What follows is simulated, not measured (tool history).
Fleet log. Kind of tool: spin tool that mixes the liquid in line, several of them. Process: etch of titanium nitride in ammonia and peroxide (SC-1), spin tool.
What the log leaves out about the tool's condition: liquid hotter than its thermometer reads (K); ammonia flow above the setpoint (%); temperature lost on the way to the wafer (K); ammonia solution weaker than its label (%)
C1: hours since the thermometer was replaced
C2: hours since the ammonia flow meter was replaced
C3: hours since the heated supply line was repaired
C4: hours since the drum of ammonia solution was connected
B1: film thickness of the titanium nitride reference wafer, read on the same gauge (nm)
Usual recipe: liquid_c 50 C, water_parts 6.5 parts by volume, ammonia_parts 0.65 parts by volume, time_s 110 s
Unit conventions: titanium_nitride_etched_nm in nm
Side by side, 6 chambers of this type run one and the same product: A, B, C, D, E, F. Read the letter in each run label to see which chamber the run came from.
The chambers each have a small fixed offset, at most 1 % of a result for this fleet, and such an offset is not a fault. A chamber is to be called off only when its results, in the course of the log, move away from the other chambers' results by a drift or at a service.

run 1B hour=8.5 | liquid_c=50 water_parts=6.5 ammonia_parts=0.65 time_s=110 | C1=1274.3 C2=1156.2 C3=2303.7 C4=273 | B1=29.996 | titanium_nitride_etched_nm=8.7537
run 2A hour=15.5 | liquid_c=50 water_parts=6.5 ammonia_parts=0.65 time_s=110 | C1=516.9 C2=225.8 C3=370.9 C4=21 | B1=30.003 | titanium_nitride_etched_nm=8.9412
run 3E hour=23.6 | liquid_c=50 water_parts=6.5 ammonia_parts=0.65 time_s=110 | C1=718.8 C2=764.7 C3=1471.8 C4=61.5 | B1=30.001 | titanium_nitride_etched_nm=8.9472
run 4C hour=33.9 | liquid_c=50 water_parts=6.5 ammonia_parts=0.65 time_s=110 | C1=541.6 C2=42.8 C3=2099.2 C4=798.1 | B1=29.985 | titanium_nitride_etched_nm=8.7937
run 5D hour=46.8 | liquid_c=50 water_parts=6.5 ammonia_parts=0.65 time_s=110 | C1=247.9 C2=1953.8 C3=1864.7 C4=53.1 | B1=30.002 | titanium_nitride_etched_nm=8.8318
-- hour=48.6 chamber B: new drum of ammonia solution connected
run 6F hour=58.3 | liquid_c=50 water_parts=6.5 ammonia_parts=0.65 time_s=110 | C1=385.3 C2=657.2 C3=81.7 C4=834.8 | B1=29.987 | titanium_nitride_etched_nm=8.9236
run 7F hour=68.3 | liquid_c=50 water_parts=6.5 ammonia_parts=0.65 time_s=110 | C1=395.3 C2=667.2 C3=91.7 C4=844.8 | B1=29.998 | titanium_nitride_etched_nm=8.992
-- hour=75 chamber F: new drum of ammonia solution connected
run 8A hour=81.7 | liquid_c=50 water_parts=6.5 ammonia_parts=0.65 time_s=110 | C1=583.1 C2=292 C3=437.1 C4=87.2 | B1=29.991 | titanium_nitride_etched_nm=8.9147
-- hour=84.7 chamber C: heated supply line repaired
run 9B hour=94.8 | liquid_c=50 water_parts=6.5 ammonia_parts=0.65 time_s=110 | C1=1360.6 C2=1242.5 C3=2390 C4=46.2 | B1=30 | titanium_nitride_etched_nm=8.908
run 10E hour=102.4 | liquid_c=50 water_parts=6.5 ammonia_parts=0.65 time_s=110 | C1=797.6 C2=843.5 C3=1550.6 C4=140.3 | B1=29.995 | titanium_nitride_etched_nm=8.8671
-- hour=104.3 chamber D: ammonia flow meter replaced
run 11C hour=114.8 | liquid_c=50 water_parts=6.5 ammonia_parts=0.65 time_s=110 | C1=622.5 C2=123.7 C3=30.1 C4=879 | B1=30.01 | titanium_nitride_etched_nm=8.9492
-- hour=121.9 chamber C: new drum of ammonia solution connected
run 12D hour=126.2 | liquid_c=50 water_parts=6.5 ammonia_parts=0.65 time_s=110 | C1=327.3 C2=22 C3=1944.1 C4=132.5 | B1=29.981 | titanium_nitride_etched_nm=8.979
run 13E hour=136.1 | liquid_c=50 water_parts=6.5 ammonia_parts=0.65 time_s=110 | C1=831.3 C2=877.2 C3=1584.3 C4=174 | B1=30.02 | titanium_nitride_etched_nm=8.8591
run 14A hour=148 | liquid_c=50 water_parts=6.5 ammonia_parts=0.65 time_s=110 | C1=649.4 C2=358.3 C3=503.4 C4=153.5 | B1=30.001 | titanium_nitride_etched_nm=8.6725
-- hour=151 chamber B: heated supply line repaired
run 15F hour=157.1 | liquid_c=50 water_parts=6.5 ammonia_parts=0.65 time_s=110 | C1=484.1 C2=756 C3=180.5 C4=82.2 | B1=29.986 | titanium_nitride_etched_nm=9.0258
run 16D hour=166.8 | liquid_c=50 water_parts=6.5 ammonia_parts=0.65 time_s=110 | C1=367.9 C2=62.6 C3=1984.7 C4=173.1 | B1=29.982 | titanium_nitride_etched_nm=8.8967
run 17C hour=178.9 | liquid_c=50 water_parts=6.5 ammonia_parts=0.65 time_s=110 | C1=686.6 C2=187.8 C3=94.2 C4=57.1 | B1=29.972 | titanium_nitride_etched_nm=8.9401
run 18B hour=185.4 | liquid_c=56.5 water_parts=6.5 ammonia_parts=0.65 time_s=110 | C1=1451.2 C2=1333.1 C3=34.5 C4=136.8 | B1=30.008 | titanium_nitride_etched_nm=13.851
run 19B hour=198.3 | liquid_c=56.5 water_parts=6.5 ammonia_parts=0.65 time_s=110 | C1=1464.1 C2=1346 C3=47.4 C4=149.7 | B1=30.031 | titanium_nitride_etched_nm=13.951
run 20E hour=210.5 | liquid_c=56.5 water_parts=6.5 ammonia_parts=0.65 time_s=110 | C1=905.7 C2=951.6 C3=1658.7 C4=248.4 | B1=30.009 | titanium_nitride_etched_nm=13.616
run 21A hour=216.8 | liquid_c=56.5 water_parts=6.5 ammonia_parts=0.65 time_s=110 | C1=718.2 C2=427.1 C3=572.2 C4=222.3 | B1=30.02 | titanium_nitride_etched_nm=13.325
run 22D hour=223.1 | liquid_c=56.5 water_parts=6.5 ammonia_parts=0.65 time_s=110 | C1=424.2 C2=118.9 C3=2041 C4=229.4 | B1=29.995 | titanium_nitride_etched_nm=13.948
run 23C hour=232.3 | liquid_c=56.5 water_parts=6.5 ammonia_parts=0.65 time_s=110 | C1=740 C2=241.2 C3=147.6 C4=110.5 | B1=30.007 | titanium_nitride_etched_nm=14.018
-- hour=239.5 chamber E: ammonia flow meter replaced
run 24F hour=242.6 | liquid_c=50 water_parts=6.5 ammonia_parts=0.65 time_s=110 | C1=569.6 C2=841.5 C3=266 C4=167.7 | B1=29.991 | titanium_nitride_etched_nm=9.0028
run 25B hour=251.6 | liquid_c=50 water_parts=6.5 ammonia_parts=0.65 time_s=110 | C1=1517.4 C2=1399.3 C3=100.7 C4=203 | B1=30.004 | titanium_nitride_etched_nm=8.848
run 26E hour=264.2 | liquid_c=50 water_parts=6.5 ammonia_parts=0.65 time_s=110 | C1=959.4 C2=24.8 C3=1712.4 C4=302.1 | B1=30.004 | titanium_nitride_etched_nm=8.8374
run 27F hour=276.3 | liquid_c=50 water_parts=6.5 ammonia_parts=0.65 time_s=110 | C1=603.3 C2=875.2 C3=299.7 C4=201.4 | B1=30.015 | titanium_nitride_etched_nm=8.8446
-- hour=282.9 chamber A: new drum of ammonia solution connected
run 28C hour=283.3 | liquid_c=50 water_parts=6.5 ammonia_parts=0.65 time_s=110 | C1=791 C2=292.2 C3=198.6 C4=161.5 | B1=29.984 | titanium_nitride_etched_nm=8.8903
run 29D hour=293.6 | liquid_c=50 water_parts=8.5 ammonia_parts=0.65 time_s=110 | C1=494.7 C2=189.4 C3=2111.5 C4=299.9 | B1=30 | titanium_nitride_etched_nm=7.7273
run 30A hour=301.5 | liquid_c=50 water_parts=8.5 ammonia_parts=0.65 time_s=110 | C1=802.9 C2=511.8 C3=656.9 C4=18.6 | B1=30.004 | titanium_nitride_etched_nm=7.3784
run 31E hour=309.5 | liquid_c=50 water_parts=8.5 ammonia_parts=0.65 time_s=110 | C1=1004.7 C2=70.1 C3=1757.7 C4=347.4 | B1=29.994 | titanium_nitride_etched_nm=7.7265
run 32A hour=316.6 | liquid_c=50 water_parts=8.5 ammonia_parts=0.65 time_s=110 | C1=818 C2=526.9 C3=672 C4=33.7 | B1=30.018 | titanium_nitride_etched_nm=7.3841
run 33F hour=326.1 | liquid_c=50 water_parts=8.5 ammonia_parts=0.65 time_s=110 | C1=653.1 C2=925 C3=349.5 C4=251.2 | B1=30.011 | titanium_nitride_etched_nm=7.9437
run 34C hour=339.8 | liquid_c=50 water_parts=8.5 ammonia_parts=0.65 time_s=110 | C1=847.5 C2=348.7 C3=255.1 C4=218 | B1=30.013 | titanium_nitride_etched_nm=7.8856
run 35D hour=352.9 | liquid_c=50 water_parts=6.5 ammonia_parts=0.65 time_s=110 | C1=554 C2=248.7 C3=2170.8 C4=359.2 | B1=30.004 | titanium_nitride_etched_nm=8.7959
run 36B hour=359.4 | liquid_c=50 water_parts=6.5 ammonia_parts=0.65 time_s=110 | C1=1625.2 C2=1507.1 C3=208.5 C4=310.8 | B1=29.989 | titanium_nitride_etched_nm=9.0015
run 37D hour=369.8 | liquid_c=50 water_parts=6.5 ammonia_parts=0.65 time_s=110 | C1=570.9 C2=265.6 C3=2187.7 C4=376.1 | B1=30.016 | titanium_nitride_etched_nm=8.6794

Is one chamber out of step, is the gauge drifting, or do the chambers differ by no more than their own small offsets? For an off chamber, give its letter and the likeliest cause.

One chamber, A, drifts off from the rest bit by bit.
Likeliest cause: temperature lost on the way to the wafer (K) = 1.1.
From this log alone, it may not be told apart from: liquid colder than its thermometer reads (K).

Below are 4 candidate recipes for chamber A's next run, each the usual settings with a change, their results shown as question marks. Which of them brings A's results back in line with what the other chambers give on the usual settings?
To be in line, a result may differ from the other chambers' mean on the usual settings by at most: titanium_nitride_etched_nm 0.28 nm
run 38A-1 hour=379.6 | liquid_c=50 water_parts=7.5 ammonia_parts=0.6 time_s=110 | titanium_nitride_etched_nm=?
run 38A-2 hour=379.6 | liquid_c=50 water_parts=6.5 ammonia_parts=0.65 time_s=120 | titanium_nitride_etched_nm=?
run 38A-3 hour=379.6 | liquid_c=47.5 water_parts=6.5 ammonia_parts=0.65 time_s=110 | titanium_nitride_etched_nm=?
run 38A-4 hour=379.6 | liquid_c=52.5 water_parts=6.5 ammonia_parts=0.65 time_s=110 | titanium_nitride_etched_nm=?

On the usual settings, the other chambers give on average: titanium_nitride_etched_nm 8.9088 nm
run=38A-1 titanium_nitride_etched_nm=7.5683
run=38A-2 titanium_nitride_etched_nm=8.9598
run=38A-3 titanium_nitride_etched_nm=6.8972
run=38A-4 titanium_nitride_etched_nm=9.761
38A-2 brings the chamber back in line.
